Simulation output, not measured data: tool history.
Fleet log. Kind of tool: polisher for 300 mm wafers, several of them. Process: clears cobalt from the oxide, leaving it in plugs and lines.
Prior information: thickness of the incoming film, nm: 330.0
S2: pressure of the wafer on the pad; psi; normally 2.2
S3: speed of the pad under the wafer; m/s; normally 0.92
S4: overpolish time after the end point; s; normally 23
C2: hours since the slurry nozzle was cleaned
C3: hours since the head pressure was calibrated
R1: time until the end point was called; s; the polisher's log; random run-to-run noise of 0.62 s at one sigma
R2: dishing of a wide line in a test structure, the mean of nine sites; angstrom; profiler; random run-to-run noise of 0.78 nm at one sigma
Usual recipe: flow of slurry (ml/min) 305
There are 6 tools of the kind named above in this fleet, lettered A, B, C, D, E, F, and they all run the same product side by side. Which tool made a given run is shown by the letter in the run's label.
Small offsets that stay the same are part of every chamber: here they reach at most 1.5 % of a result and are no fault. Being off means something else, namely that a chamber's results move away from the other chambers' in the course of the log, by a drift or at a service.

run 1E hour=5.8 | flow_of_slurry_(ml/min)=305 S2=2.2 S3=0.92 S4=23 | wafers_polished_on_this_pad=559 C2=272.2 C3=14.2 | R1=66.813 R2=543.97
run 2C hour=15 | flow_of_slurry_(ml/min)=305 S2=2.2 S3=0.92 S4=23 | wafers_polished_on_this_pad=230 C2=199 C3=556.5 | R1=66.991 R2=528.78
run 3F hour=20.4 | flow_of_slurry_(ml/min)=305 S2=2.2 S3=0.92 S4=23 | wafers_polished_on_this_pad=1198 C2=338.1 C3=155.3 | R1=67.844 R2=530.94
-- hour=21.8 chamber D: worn pad replaced by a new one
run 4B hour=25 | flow_of_slurry_(ml/min)=305 S2=2.2 S3=0.92 S4=23 | wafers_polished_on_this_pad=773 C2=274.3 C3=100.5 | R1=67.553 R2=533.63
run 5D hour=34.5 | flow_of_slurry_(ml/min)=305 S2=2.2 S3=0.92 S4=23 | wafers_polished_on_this_pad=134 C2=130.6 C3=149.9 | R1=66.895 R2=522.39
run 6A hour=39.2 | flow_of_slurry_(ml/min)=305 S2=2.2 S3=0.92 S4=23 | wafers_polished_on_this_pad=834 C2=671.7 C3=114.4 | R1=66.912 R2=518.35
-- hour=47.5 chamber F: worn pad replaced by a new one
run 7F hour=48.8 | flow_of_slurry_(ml/min)=305 S2=2.2 S3=0.92 S4=23 | wafers_polished_on_this_pad=14 C2=366.5 C3=183.7 | R1=68.435 R2=513.37
-- hour=58.6 chamber A: worn pad replaced by a new one
run 8D hour=58.8 | flow_of_slurry_(ml/min)=305 S2=2.2 S3=0.92 S4=23 | wafers_polished_on_this_pad=391 C2=154.9 C3=174.2 | R1=68.582 R2=513.09
run 9C hour=67.9 | flow_of_slurry_(ml/min)=305 S2=2.2 S3=0.92 S4=23 | wafers_polished_on_this_pad=788 C2=251.9 C3=609.4 | R1=66.329 R2=525.54
-- hour=71.1 chamber E: worn pad replaced by a new one
run 10A hour=76.1 | flow_of_slurry_(ml/min)=305 S2=2.2 S3=0.92 S4=23 | wafers_polished_on_this_pad=185 C2=708.6 C3=151.3 | R1=66.966 R2=511.35
-- hour=78 chamber B: worn pad replaced by a new one
run 11E hour=84.6 | flow_of_slurry_(ml/min)=305 S2=2.2 S3=0.92 S4=23 | wafers_polished_on_this_pad=143 C2=351 C3=93 | R1=66.099 R2=528.97
-- hour=87.3 chamber C: worn pad replaced by a new one
-- hour=88.1 chamber C: head pressure recalibrated
run 12B hour=91.4 | flow_of_slurry_(ml/min)=305 S2=2.2 S3=0.92 S4=23 | wafers_polished_on_this_pad=141 C2=340.7 C3=166.9 | R1=66.893 R2=522.93
run 13C hour=98.1 | flow_of_slurry_(ml/min)=305 S2=2.2 S3=0.92 S4=23 | wafers_polished_on_this_pad=114 C2=282.1 C3=10 | R1=71.433 R2=517.55
run 14E hour=102.9 | flow_of_slurry_(ml/min)=305 S2=2.2 S3=0.92 S4=23 | wafers_polished_on_this_pad=336 C2=369.3 C3=111.3 | R1=67.375 R2=532.4
run 15D hour=107.9 | flow_of_slurry_(ml/min)=305 S2=2.2 S3=0.92 S4=23 | wafers_polished_on_this_pad=909 C2=204 C3=223.3 | R1=68.255 R2=521.09
run 16F hour=115.4 | flow_of_slurry_(ml/min)=305 S2=2.2 S3=0.92 S4=23 | wafers_polished_on_this_pad=717 C2=433.1 C3=250.3 | R1=68.64 R2=530.26
-- hour=118.4 chamber B: slurry nozzle cleaned
run 17A hour=125.3 | flow_of_slurry_(ml/min)=305 S2=2.2 S3=0.92 S4=23 | wafers_polished_on_this_pad=704 C2=757.8 C3=200.5 | R1=67.914 R2=514.76
run 18B hour=131.4 | flow_of_slurry_(ml/min)=385 S2=2.2 S3=0.92 S4=11 | wafers_polished_on_this_pad=564 C2=13 C3=206.9 | R1=65.024 R2=367.4
-- hour=133.3 chamber A: slurry nozzle cleaned
run 19E hour=137.7 | flow_of_slurry_(ml/min)=385 S2=2.2 S3=0.92 S4=11 | wafers_polished_on_this_pad=704 C2=404.1 C3=146.1 | R1=65.034 R2=369.52
-- hour=140.4 chamber D: worn pad replaced by a new one
run 20B hour=142.9 | flow_of_slurry_(ml/min)=385 S2=2.2 S3=0.92 S4=11 | wafers_polished_on_this_pad=685 C2=24.5 C3=218.4 | R1=65.957 R2=371
-- hour=143.8 chamber A: worn pad replaced by a new one
run 21C hour=148.8 | flow_of_slurry_(ml/min)=385 S2=2.2 S3=0.92 S4=11 | wafers_polished_on_this_pad=650 C2=332.8 C3=60.7 | R1=70.926 R2=352
run 22F hour=156.9 | flow_of_slurry_(ml/min)=385 S2=2.2 S3=0.92 S4=11 | wafers_polished_on_this_pad=1156 C2=474.6 C3=291.8 | R1=66.951 R2=364.8
run 23A hour=163.2 | flow_of_slurry_(ml/min)=385 S2=2.2 S3=0.92 S4=11 | wafers_polished_on_this_pad=205 C2=29.9 C3=238.4 | R1=67.506 R2=364.07
-- hour=166 chamber C: worn pad replaced by a new one
run 24D hour=172.1 | flow_of_slurry_(ml/min)=305 S2=2.2 S3=0.92 S4=23 | wafers_polished_on_this_pad=335 C2=268.2 C3=287.5 | R1=68.305 R2=506.56
-- hour=175.7 chamber F: worn pad replaced by a new one
-- hour=175.7 chamber B: worn pad replaced by a new one
run 25F hour=179.9 | flow_of_slurry_(ml/min)=305 S2=2.2 S3=0.92 S4=23 | wafers_polished_on_this_pad=45 C2=497.6 C3=314.8 | R1=67.717 R2=541.76
run 26C hour=185.4 | flow_of_slurry_(ml/min)=305 S2=2.2 S3=0.92 S4=23 | wafers_polished_on_this_pad=205 C2=369.4 C3=97.3 | R1=72.847 R2=519.7
-- hour=190.5 chamber E: worn pad replaced by a new one
run 27B hour=193.8 | flow_of_slurry_(ml/min)=305 S2=2.2 S3=0.92 S4=23 | wafers_polished_on_this_pad=192 C2=75.4 C3=269.3 | R1=67.314 R2=520.61
run 28A hour=203.6 | flow_of_slurry_(ml/min)=305 S2=2.2 S3=0.92 S4=23 | wafers_polished_on_this_pad=632 C2=70.3 C3=278.8 | R1=66.162 R2=529.99
run 29E hour=209.8 | flow_of_slurry_(ml/min)=305 S2=2.2 S3=0.92 S4=23 | wafers_polished_on_this_pad=203 C2=476.2 C3=218.2 | R1=67.16 R2=523.01
run 30D hour=215.1 | flow_of_slurry_(ml/min)=305 S2=2.2 S3=0.92 S4=23 | wafers_polished_on_this_pad=789 C2=311.2 C3=330.5 | R1=69.336 R2=519.14
run 31E hour=224.8 | flow_of_slurry_(ml/min)=305 S2=2.2 S3=0.92 S4=23 | wafers_polished_on_this_pad=362 C2=491.2 C3=233.2 | R1=66.889 R2=528.05
-- hour=225.4 chamber A: worn pad replaced by a new one
run 32D hour=232.5 | flow_of_slurry_(ml/min)=305 S2=2.2 S3=0.92 S4=23 | wafers_polished_on_this_pad=973 C2=328.6 C3=347.9 | R1=68.9 R2=510.84
run 33B hour=239.3 | flow_of_slurry_(ml/min)=305 S2=2.2 S3=0.92 S4=23 | wafers_polished_on_this_pad=672 C2=120.9 C3=314.8 | R1=66.977 R2=523.42
run 34A hour=244.8 | flow_of_slurry_(ml/min)=305 S2=2.2 S3=0.92 S4=23 | wafers_polished_on_this_pad=205 C2=111.5 C3=320 | R1=67.923 R2=527.71
-- hour=248.7 chamber F: head pressure recalibrated
run 35C hour=251 | flow_of_slurry_(ml/min)=305 S2=2.2 S3=0.92 S4=23 | wafers_polished_on_this_pad=898 C2=435 C3=162.9 | R1=73.146 R2=517.27
run 36F hour=257 | flow_of_slurry_(ml/min)=305 S2=2.2 S3=0.92 S4=23 | wafers_polished_on_this_pad=859 C2=574.7 C3=8.3 | R1=68.336 R2=519.62
run 37D hour=265.9 | flow_of_slurry_(ml/min)=305 S2=2.2 S3=0.92 S4=23 | wafers_polished_on_this_pad=1326 C2=362 C3=381.3 | R1=68.306 R2=515.58

The same settings go to every chamber for the next run, one line per chamber below. Forecast the results for each:
run 38A hour=273.2 | flow_of_slurry_(ml/min)=305 S2=2.2 S3=0.92 S4=23 | R1=? R2=?
run 38B hour=273.2 | flow_of_slurry_(ml/min)=305 S2=2.2 S3=0.92 S4=23 | R1=? R2=?
run 38C hour=273.2 | flow_of_slurry_(ml/min)=305 S2=2.2 S3=0.92 S4=23 | R1=? R2=?
run 38D hour=273.2 | flow_of_slurry_(ml/min)=305 S2=2.2 S3=0.92 S4=23 | R1=? R2=?
run 38E hour=273.2 | flow_of_slurry_(ml/min)=305 S2=2.2 S3=0.92 S4=23 | R1=? R2=?
run 38F hour=273.2 | flow_of_slurry_(ml/min)=305 S2=2.2 S3=0.92 S4=23 | R1=? R2=?

run=38A R1=67.118 R2=508.23
run=38B R1=66.291 R2=519.96
run=38C R1=72.864 R2=506.82
run=38D R1=68.285 R2=522.34
run=38E R1=66.441 R2=522.59
run=38F R1=68.01 R2=531.57
